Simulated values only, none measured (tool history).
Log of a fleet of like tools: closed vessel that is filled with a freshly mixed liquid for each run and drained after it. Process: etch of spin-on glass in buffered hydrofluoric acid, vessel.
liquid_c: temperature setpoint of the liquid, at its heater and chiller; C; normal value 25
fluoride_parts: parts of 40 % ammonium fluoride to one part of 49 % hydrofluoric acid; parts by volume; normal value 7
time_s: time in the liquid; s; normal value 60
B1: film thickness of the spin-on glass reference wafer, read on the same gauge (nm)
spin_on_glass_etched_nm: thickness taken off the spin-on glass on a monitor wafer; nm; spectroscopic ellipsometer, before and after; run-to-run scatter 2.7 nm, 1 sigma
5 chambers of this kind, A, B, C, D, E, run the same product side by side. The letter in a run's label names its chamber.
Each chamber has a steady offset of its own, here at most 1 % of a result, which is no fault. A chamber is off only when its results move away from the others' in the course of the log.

{"run": "1C", "hour": 4.1, "liquid_c": 25, "fluoride_parts": 7, "time_s": 60, "B1": 100.01, "spin_on_glass_etched_nm": 290.53}
{"run": "2D", "hour": 8.1, "liquid_c": 25, "fluoride_parts": 7, "time_s": 60, "B1": 100.01, "spin_on_glass_etched_nm": 283.33}
{"run": "3A", "hour": 11.1, "liquid_c": 25, "fluoride_parts": 7, "time_s": 60, "B1": 100, "spin_on_glass_etched_nm": 291.13}
{"run": "4E", "hour": 15.2, "liquid_c": 25, "fluoride_parts": 7, "time_s": 60, "B1": 99.994, "spin_on_glass_etched_nm": 286.21}
{"run": "5B", "hour": 17.5, "liquid_c": 25, "fluoride_parts": 7, "time_s": 60, "B1": 100, "spin_on_glass_etched_nm": 281.33}
{"run": "6D", "hour": 21.0, "liquid_c": 25, "fluoride_parts": 7, "time_s": 60, "B1": 99.976, "spin_on_glass_etched_nm": 284.45}
{"run": "7A", "hour": 23.7, "liquid_c": 25, "fluoride_parts": 7, "time_s": 60, "B1": 99.997, "spin_on_glass_etched_nm": 287.12}
{"run": "8C", "hour": 26.8, "liquid_c": 25, "fluoride_parts": 7, "time_s": 40, "B1": 100.01, "spin_on_glass_etched_nm": 188.69}
{"run": "9E", "hour": 29.3, "liquid_c": 25, "fluoride_parts": 7, "time_s": 40, "B1": 100.01, "spin_on_glass_etched_nm": 187.2}
{"run": "10B", "hour": 33.3, "liquid_c": 25, "fluoride_parts": 7, "time_s": 40, "B1": 99.99, "spin_on_glass_etched_nm": 186.53}
{"run": "11E", "hour": 36.2, "liquid_c": 25, "fluoride_parts": 7, "time_s": 40, "B1": 99.98, "spin_on_glass_etched_nm": 188.4}
{"run": "12D", "hour": 38.1, "liquid_c": 25, "fluoride_parts": 7, "time_s": 40, "B1": 100.02, "spin_on_glass_etched_nm": 188.3}
{"run": "13B", "hour": 41.3, "liquid_c": 25, "fluoride_parts": 7, "time_s": 60, "B1": 99.981, "spin_on_glass_etched_nm": 282.3}
{"run": "14C", "hour": 44.6, "liquid_c": 25, "fluoride_parts": 7, "time_s": 60, "B1": 99.981, "spin_on_glass_etched_nm": 283.8}
{"run": "15A", "hour": 47.6, "liquid_c": 25, "fluoride_parts": 7, "time_s": 60, "B1": 100, "spin_on_glass_etched_nm": 273.7}
{"run": "16C", "hour": 50.7, "liquid_c": 25, "fluoride_parts": 7, "time_s": 60, "B1": 99.994, "spin_on_glass_etched_nm": 279.96}
{"run": "17B", "hour": 54.7, "liquid_c": 25, "fluoride_parts": 7, "time_s": 60, "B1": 100, "spin_on_glass_etched_nm": 284.85}
{"run": "18A", "hour": 57.1, "liquid_c": 25, "fluoride_parts": 7, "time_s": 60, "B1": 100.02, "spin_on_glass_etched_nm": 275.27}
{"run": "19E", "hour": 60.7, "liquid_c": 25, "fluoride_parts": 7, "time_s": 60, "B1": 100, "spin_on_glass_etched_nm": 286.58}
{"run": "20D", "hour": 64.4, "liquid_c": 25, "fluoride_parts": 7, "time_s": 60, "B1": 100.03, "spin_on_glass_etched_nm": 280.6}
{"run": "21B", "hour": 67.4, "liquid_c": 25, "fluoride_parts": 9.5, "time_s": 75, "B1": 100.02, "spin_on_glass_etched_nm": 262.52}
{"run": "22E", "hour": 70.3, "liquid_c": 25, "fluoride_parts": 9.5, "time_s": 75, "B1": 99.992, "spin_on_glass_etched_nm": 263.7}
{"run": "23A", "hour": 73.0, "liquid_c": 25, "fluoride_parts": 9.5, "time_s": 75, "B1": 100.01, "spin_on_glass_etched_nm": 255.38}
{"run": "24D", "hour": 75.1, "liquid_c": 25, "fluoride_parts": 9.5, "time_s": 75, "B1": 100.02, "spin_on_glass_etched_nm": 258.58}
{"run": "25C", "hour": 78.9, "liquid_c": 25, "fluoride_parts": 9.5, "time_s": 75, "B1": 100, "spin_on_glass_etched_nm": 265.36}
{"run": "26B", "hour": 83.2, "liquid_c": 25, "fluoride_parts": 7, "time_s": 60, "B1": 100.01, "spin_on_glass_etched_nm": 282.92}
{"run": "27A", "hour": 86.7, "liquid_c": 25, "fluoride_parts": 9, "time_s": 90, "B1": 99.982, "spin_on_glass_etched_nm": 314.24}
{"run": "28C", "hour": 88.8, "liquid_c": 25, "fluoride_parts": 9, "time_s": 90, "B1": 99.99, "spin_on_glass_etched_nm": 328.65}
{"run": "29E", "hour": 91.3, "liquid_c": 25, "fluoride_parts": 9, "time_s": 90, "B1": 99.982, "spin_on_glass_etched_nm": 329.58}
{"run": "30D", "hour": 94.2, "liquid_c": 25, "fluoride_parts": 9, "time_s": 90, "B1": 100.01, "spin_on_glass_etched_nm": 318.83}
{"run": "31B", "hour": 96.3, "liquid_c": 25, "fluoride_parts": 9, "time_s": 90, "B1": 99.982, "spin_on_glass_etched_nm": 327.8}
{"run": "32A", "hour": 100.6, "liquid_c": 25, "fluoride_parts": 7, "time_s": 60, "B1": 100.01, "spin_on_glass_etched_nm": 267.89}
{"run": "33D", "hour": 103.3, "liquid_c": 25, "fluoride_parts": 7, "time_s": 60, "B1": 99.979, "spin_on_glass_etched_nm": 283.19}
{"run": "34C", "hour": 107.6, "liquid_c": 25, "fluoride_parts": 7, "time_s": 60, "B1": 100, "spin_on_glass_etched_nm": 285.35}
{"run": "35E", "hour": 111.5, "liquid_c": 25, "fluoride_parts": 7, "time_s": 60, "B1": 100.01, "spin_on_glass_etched_nm": 286.68}

One chamber off, gauge drift, or nothing amiss beyond the chambers' own small offsets? If it is a chamber, which one, and what is the likeliest cause?

Little by little, chamber A moves away from the other chambers.
Most likely cause: hydrofluoric acid flow below the setpoint (%) = 8.51.
The log may not separate it from: liquid colder than its thermometer reads (K).

Here are 4 candidates for chamber A's next run, each the usual settings with a change, their results left as question marks. Which one brings its results back in line with what the others give on the usual settings?
In line means no further than this from the other chambers' mean on the usual settings: spin_on_glass_etched_nm 9.4 nm
{"run": "36A-1", "hour": 114.7, "liquid_c": 25, "fluoride_parts": 7, "time_s": 55, "spin_on_glass_etched_nm": "?"}
{"run": "36A-2", "hour": 114.7, "liquid_c": 24.5, "fluoride_parts": 7, "time_s": 60, "spin_on_glass_etched_nm": "?"}
{"run": "36A-3", "hour": 114.7, "liquid_c": 25, "fluoride_parts": 7, "time_s": 65, "spin_on_glass_etched_nm": "?"}
{"run": "36A-4", "hour": 114.7, "liquid_c": 25.5, "fluoride_parts": 7, "time_s": 60, "spin_on_glass_etched_nm": "?"}

The other chambers' mean on the usual settings: spin_on_glass_etched_nm 284.45 nm
run=36A-1 spin_on_glass_etched_nm=240.05
run=36A-2 spin_on_glass_etched_nm=254.73
run=36A-3 spin_on_glass_etched_nm=283.69
run=36A-4 spin_on_glass_etched_nm=269.19
It is 36A-3 that realigns the chamber with its peers.

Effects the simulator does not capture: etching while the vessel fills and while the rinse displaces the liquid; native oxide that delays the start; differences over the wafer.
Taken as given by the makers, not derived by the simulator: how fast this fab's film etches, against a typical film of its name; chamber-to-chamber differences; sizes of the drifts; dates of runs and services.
